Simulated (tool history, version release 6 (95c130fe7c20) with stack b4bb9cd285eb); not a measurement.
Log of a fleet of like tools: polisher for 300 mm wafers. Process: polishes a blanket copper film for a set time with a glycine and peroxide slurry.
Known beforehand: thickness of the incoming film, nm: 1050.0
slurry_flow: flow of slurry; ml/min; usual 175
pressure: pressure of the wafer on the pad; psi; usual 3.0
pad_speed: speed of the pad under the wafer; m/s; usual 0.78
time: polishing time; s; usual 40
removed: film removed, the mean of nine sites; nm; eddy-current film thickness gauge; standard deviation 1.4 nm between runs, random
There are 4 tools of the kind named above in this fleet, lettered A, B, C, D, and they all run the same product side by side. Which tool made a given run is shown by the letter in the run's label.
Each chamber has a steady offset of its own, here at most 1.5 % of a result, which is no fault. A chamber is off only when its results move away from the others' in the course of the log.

run	day	slurry_flow	pressure	pad_speed	time	removed
1C	0.329	175	3.0	0.78	40	172.47
# day 0.688: chamber A: slurry nozzle cleaned
2A	0.692	175	3.0	0.78	40	171.01
# day 0.838: chamber C: worn pad replaced by a new one
# day 0.925: chamber A: worn pad replaced by a new one
# day 0.971: chamber B: worn pad replaced by a new one
3D	1.112	175	3.0	0.78	40	175.24
4B	1.396	175	3.0	0.78	40	171.50
5A	1.838	175	3.0	0.78	40	170.29
6C	2.446	175	3.0	0.78	40	174.53
# day 2.983: chamber C: slurry nozzle cleaned
7B	3.021	175	3.0	0.78	40	171.62
# day 3.521: chamber D: worn pad replaced by a new one
8D	3.538	175	3.0	0.78	40	176.18
# day 3.804: chamber B: head pressure recalibrated
# day 3.908: chamber A: worn pad replaced by a new one
9A	3.992	175	3.0	0.78	40	169.74
# day 4.008: chamber C: worn pad replaced by a new one
# day 4.125: chamber B: worn pad replaced by a new one
10C	4.483	175	3.0	0.78	40	170.41
11B	5.125	175	3.0	0.78	40	171.35
12D	5.642	175	3.0	0.78	40	173.49
13B	6.171	175	3.0	0.78	40	170.84
# day 6.333: chamber C: head pressure recalibrated
# day 6.388: chamber B: slurry nozzle cleaned
14C	6.467	175	3.0	0.78	40	172.19
15A	6.842	175	3.0	0.78	40	171.37
# day 7.121: chamber B: worn pad replaced by a new one
# day 7.338: chamber A: worn pad replaced by a new one
16D	7.375	175	3.0	0.78	40	173.91
# day 7.417: chamber C: worn pad replaced by a new one
# day 7.633: chamber D: worn pad replaced by a new one
17D	7.854	175	3.0	0.78	40	174.11
18C	8.196	175	3.0	0.78	40	170.02
19A	8.825	175	3.0	0.78	40	171.21
# day 9.396: chamber A: slurry nozzle cleaned
20B	9.408	175	3.0	0.78	40	171.31
# day 9.504: chamber D: head pressure recalibrated
21B	9.875	175	3.0	0.78	40	170.95
# day 9.908: chamber B: worn pad replaced by a new one
# day 10.042: chamber A: worn pad replaced by a new one
22A	10.362	175	3.0	0.78	40	168.71
# day 10.675: chamber C: worn pad replaced by a new one
23D	10.921	175	3.0	0.78	40	183.71
24C	11.254	175	3.0	0.78	40	170.96
25C	11.896	115	2.4	0.78	40	133.05
# day 12.058: chamber D: slurry nozzle cleaned
26A	12.225	115	2.4	0.78	40	132.53
# day 12.688: chamber D: worn pad replaced by a new one
27D	12.712	115	2.4	0.78	40	145.29
# day 13.025: chamber A: worn pad replaced by a new one
# day 13.029: chamber B: worn pad replaced by a new one
28B	13.062	115	2.4	0.78	40	132.42
29D	13.629	175	3.0	0.78	40	185.43
# day 13.792: chamber C: worn pad replaced by a new one
30C	14.125	175	3.0	0.78	40	171.72
31B	14.650	175	3.0	0.78	40	174.06
32A	14.954	175	3.0	0.78	40	168.13
33D	15.283	175	3.0	0.78	40	186.69
34A	15.817	175	3.0	0.78	40	170.46

One chamber off, gauge drift, or nothing amiss beyond the chambers' own small offsets? If it is a chamber, which one, and what is the likeliest cause?

A service on chamber D put it out of line with the rest.
Most likely cause: head's pressure above its setpoint, % = 9.38.

Below are 4 candidate recipes for chamber D's next run, each the usual settings with a change, their results shown as question marks. Which of them brings D's results back in line with what the other chambers give on the usual settings?
Maximum distance from the other chambers' mean on the usual settings for a result to count as in line: removed 4.80 nm
35D-1	16.279	175	2.9	0.76	39	?
35D-2	16.279	175	3.0	0.78	39	?
35D-3	16.279	180	3.3	0.78	40	?
35D-4	16.279	175	3.0	0.82	40	?

What the other chambers average on the usual settings: removed 171.00 nm
run	removed
35D-1	173.26
35D-2	181.83
35D-3	202.30
35D-4	194.31
The right change is 35D-1: it brings the chamber back within the allowed miss of the others.

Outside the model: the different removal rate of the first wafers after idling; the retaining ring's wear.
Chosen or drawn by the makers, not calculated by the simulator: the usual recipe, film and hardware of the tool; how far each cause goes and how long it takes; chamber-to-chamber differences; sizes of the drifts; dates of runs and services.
